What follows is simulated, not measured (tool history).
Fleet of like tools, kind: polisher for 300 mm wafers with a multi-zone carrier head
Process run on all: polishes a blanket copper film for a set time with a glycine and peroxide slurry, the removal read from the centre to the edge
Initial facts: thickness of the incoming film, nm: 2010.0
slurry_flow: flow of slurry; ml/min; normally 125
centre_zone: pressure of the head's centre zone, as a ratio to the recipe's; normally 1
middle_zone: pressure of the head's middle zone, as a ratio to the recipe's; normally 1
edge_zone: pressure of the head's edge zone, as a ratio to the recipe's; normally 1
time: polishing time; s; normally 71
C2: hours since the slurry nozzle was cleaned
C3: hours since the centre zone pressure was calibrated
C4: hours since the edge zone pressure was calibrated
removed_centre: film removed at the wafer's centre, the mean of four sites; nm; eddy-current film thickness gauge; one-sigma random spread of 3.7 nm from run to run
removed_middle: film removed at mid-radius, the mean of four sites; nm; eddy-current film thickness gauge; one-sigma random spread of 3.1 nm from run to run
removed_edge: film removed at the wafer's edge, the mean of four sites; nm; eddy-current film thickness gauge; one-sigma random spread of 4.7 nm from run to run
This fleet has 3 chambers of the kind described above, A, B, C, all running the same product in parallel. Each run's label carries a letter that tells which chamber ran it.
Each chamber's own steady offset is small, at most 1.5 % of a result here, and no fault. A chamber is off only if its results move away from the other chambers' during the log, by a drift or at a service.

run 1C hour=7.5 | slurry_flow=125 centre_zone=1 middle_zone=1 edge_zone=1 time=71 | wafers_polished_on_this_pad=153 C2=708.3 C3=1024.8 C4=94.7 | removed_centre=333.47 removed_middle=321.79 removed_edge=318.03
run 2A hour=13.1 | slurry_flow=125 centre_zone=1 middle_zone=1 edge_zone=1 time=71 | wafers_polished_on_this_pad=713 C2=342.2 C3=819.1 C4=440 | removed_centre=325.07 removed_middle=319.1 removed_edge=318.69
run 3B hour=20.1 | slurry_flow=125 centre_zone=1 middle_zone=1 edge_zone=1 time=71 | wafers_polished_on_this_pad=279 C2=249.3 C3=139.8 C4=317.7 | removed_centre=327.77 removed_middle=319.94 removed_edge=325.83
run 4A hour=25.8 | slurry_flow=125 centre_zone=1 middle_zone=1 edge_zone=1 time=71 | wafers_polished_on_this_pad=845 C2=354.9 C3=831.8 C4=452.7 | removed_centre=322.62 removed_middle=320.95 removed_edge=317.34
run 5C hour=32.6 | slurry_flow=125 centre_zone=1 middle_zone=1 edge_zone=1 time=71 | wafers_polished_on_this_pad=414 C2=733.4 C3=1049.9 C4=119.8 | removed_centre=326.25 removed_middle=322.43 removed_edge=329.02
run 6B hour=36.3 | slurry_flow=125 centre_zone=1 middle_zone=1 edge_zone=1 time=71 | wafers_polished_on_this_pad=447 C2=265.5 C3=156 C4=333.9 | removed_centre=316.72 removed_middle=323.02 removed_edge=326.4
run 7A hour=41.6 | slurry_flow=125 centre_zone=1 middle_zone=1 edge_zone=1 time=71 | wafers_polished_on_this_pad=1010 C2=370.7 C3=847.6 C4=468.5 | removed_centre=323.5 removed_middle=320.55 removed_edge=314
-- hour=42.7 chamber A: worn pad replaced by a new one
run 8C hour=47.2 | slurry_flow=125 centre_zone=1 middle_zone=1 edge_zone=1 time=71 | wafers_polished_on_this_pad=566 C2=748 C3=1064.5 C4=134.4 | removed_centre=326 removed_middle=324.3 removed_edge=323.82
run 9B hour=53.5 | slurry_flow=125 centre_zone=1 middle_zone=1 edge_zone=1 time=71 | wafers_polished_on_this_pad=626 C2=282.7 C3=173.2 C4=351.1 | removed_centre=324.24 removed_middle=321.21 removed_edge=327.35
-- hour=58.2 chamber A: edge zone pressure recalibrated
run 10B hour=59.8 | slurry_flow=125 centre_zone=1 middle_zone=1 edge_zone=1 time=71 | wafers_polished_on_this_pad=692 C2=289 C3=179.5 C4=357.4 | removed_centre=316.39 removed_middle=319.19 removed_edge=329.93
run 11A hour=65.7 | slurry_flow=125 centre_zone=1 middle_zone=1 edge_zone=1 time=71 | wafers_polished_on_this_pad=240 C2=394.8 C3=871.7 C4=7.6 | removed_centre=326.14 removed_middle=328 removed_edge=310.87
run 12C hour=72.1 | slurry_flow=125 centre_zone=1 middle_zone=1 edge_zone=1 time=71 | wafers_polished_on_this_pad=825 C2=772.9 C3=1089.4 C4=159.3 | removed_centre=324.53 removed_middle=328.8 removed_edge=326.98
run 13C hour=76.4 | slurry_flow=125 centre_zone=1 middle_zone=1 edge_zone=1 time=71 | wafers_polished_on_this_pad=870 C2=777.2 C3=1093.7 C4=163.6 | removed_centre=328.72 removed_middle=319.81 removed_edge=325.98
-- hour=81.7 chamber A: slurry nozzle cleaned
run 14B hour=83.7 | slurry_flow=125 centre_zone=1 middle_zone=1 edge_zone=1 time=71 | wafers_polished_on_this_pad=941 C2=312.9 C3=203.4 C4=381.3 | removed_centre=318.9 removed_middle=315.22 removed_edge=320.36
-- hour=85.7 chamber C: worn pad replaced by a new one
-- hour=89.2 chamber B: slurry nozzle cleaned
run 15A hour=90 | slurry_flow=125 centre_zone=1 middle_zone=1 edge_zone=1 time=71 | wafers_polished_on_this_pad=492 C2=8.3 C3=896 C4=31.9 | removed_centre=321.33 removed_middle=320.18 removed_edge=313.3
run 16C hour=96.2 | slurry_flow=125 centre_zone=1 middle_zone=1 edge_zone=1 time=71 | wafers_polished_on_this_pad=109 C2=797 C3=1113.5 C4=183.4 | removed_centre=326.38 removed_middle=318.58 removed_edge=326.14
run 17A hour=103.8 | slurry_flow=125 centre_zone=1 middle_zone=1 edge_zone=1 time=71 | wafers_polished_on_this_pad=636 C2=22.1 C3=909.8 C4=45.7 | removed_centre=317.55 removed_middle=320.33 removed_edge=318.64
run 18B hour=109.6 | slurry_flow=125 centre_zone=1 middle_zone=1 edge_zone=1 time=71 | wafers_polished_on_this_pad=1210 C2=20.4 C3=229.3 C4=407.2 | removed_centre=320.11 removed_middle=324.07 removed_edge=324.14
-- hour=110 chamber C: slurry nozzle cleaned
run 19C hour=117 | slurry_flow=165 centre_zone=1 middle_zone=1.08 edge_zone=1 time=71 | wafers_polished_on_this_pad=326 C2=7 C3=1134.3 C4=204.2 | removed_centre=343.34 removed_middle=363.65 removed_edge=336.4
run 20A hour=120.7 | slurry_flow=165 centre_zone=1 middle_zone=1.08 edge_zone=1 time=71 | wafers_polished_on_this_pad=812 C2=39 C3=926.7 C4=62.6 | removed_centre=346.65 removed_middle=367.07 removed_edge=330.34
run 21B hour=125 | slurry_flow=165 centre_zone=1 middle_zone=1.08 edge_zone=1 time=71 | wafers_polished_on_this_pad=1370 C2=35.8 C3=244.7 C4=422.6 | removed_centre=347.63 removed_middle=363.61 removed_edge=341.37
run 22A hour=131.7 | slurry_flow=125 centre_zone=0.89 middle_zone=1 edge_zone=1 time=71 | wafers_polished_on_this_pad=926 C2=50 C3=937.7 C4=73.6 | removed_centre=287.43 removed_middle=320.09 removed_edge=322.92
run 23C hour=136.4 | slurry_flow=125 centre_zone=0.89 middle_zone=1 edge_zone=1 time=71 | wafers_polished_on_this_pad=528 C2=26.4 C3=1153.7 C4=223.6 | removed_centre=289.93 removed_middle=323.1 removed_edge=331.43
run 24B hour=139.8 | slurry_flow=125 centre_zone=0.89 middle_zone=1 edge_zone=1 time=71 | wafers_polished_on_this_pad=1524 C2=50.6 C3=259.5 C4=437.4 | removed_centre=283.21 removed_middle=322.47 removed_edge=324.02
run 25C hour=146.2 | slurry_flow=125 centre_zone=1 middle_zone=1 edge_zone=1 time=71 | wafers_polished_on_this_pad=630 C2=36.2 C3=1163.5 C4=233.4 | removed_centre=325.09 removed_middle=325.15 removed_edge=324.5
-- hour=148.5 chamber B: worn pad replaced by a new one
run 26A hour=150.9 | slurry_flow=125 centre_zone=1 middle_zone=1 edge_zone=1 time=71 | wafers_polished_on_this_pad=1126 C2=69.2 C3=956.9 C4=92.8 | removed_centre=322.95 removed_middle=319.99 removed_edge=319.53
run 27B hour=157.1 | slurry_flow=125 centre_zone=1 middle_zone=1 edge_zone=1 time=71 | wafers_polished_on_this_pad=90 C2=67.9 C3=276.8 C4=454.7 | removed_centre=318.8 removed_middle=327.43 removed_edge=328.51

The same settings go to every chamber for the next run, one line per chamber below. Forecast the results for each:
run 28A hour=162.8 | slurry_flow=85 centre_zone=1 middle_zone=1 edge_zone=1 time=71 | removed_centre=? removed_middle=? removed_edge=?
run 28B hour=162.8 | slurry_flow=85 centre_zone=1 middle_zone=1 edge_zone=1 time=71 | removed_centre=? removed_middle=? removed_edge=?
run 28C hour=162.8 | slurry_flow=85 centre_zone=1 middle_zone=1 edge_zone=1 time=71 | removed_centre=? removed_middle=? removed_edge=?

run=28A removed_centre=286.2 removed_middle=291.89 removed_edge=306.93
run=28B removed_centre=287.76 removed_middle=293.51 removed_edge=299.36
run=28C removed_centre=287.64 removed_middle=295.48 removed_edge=311.23

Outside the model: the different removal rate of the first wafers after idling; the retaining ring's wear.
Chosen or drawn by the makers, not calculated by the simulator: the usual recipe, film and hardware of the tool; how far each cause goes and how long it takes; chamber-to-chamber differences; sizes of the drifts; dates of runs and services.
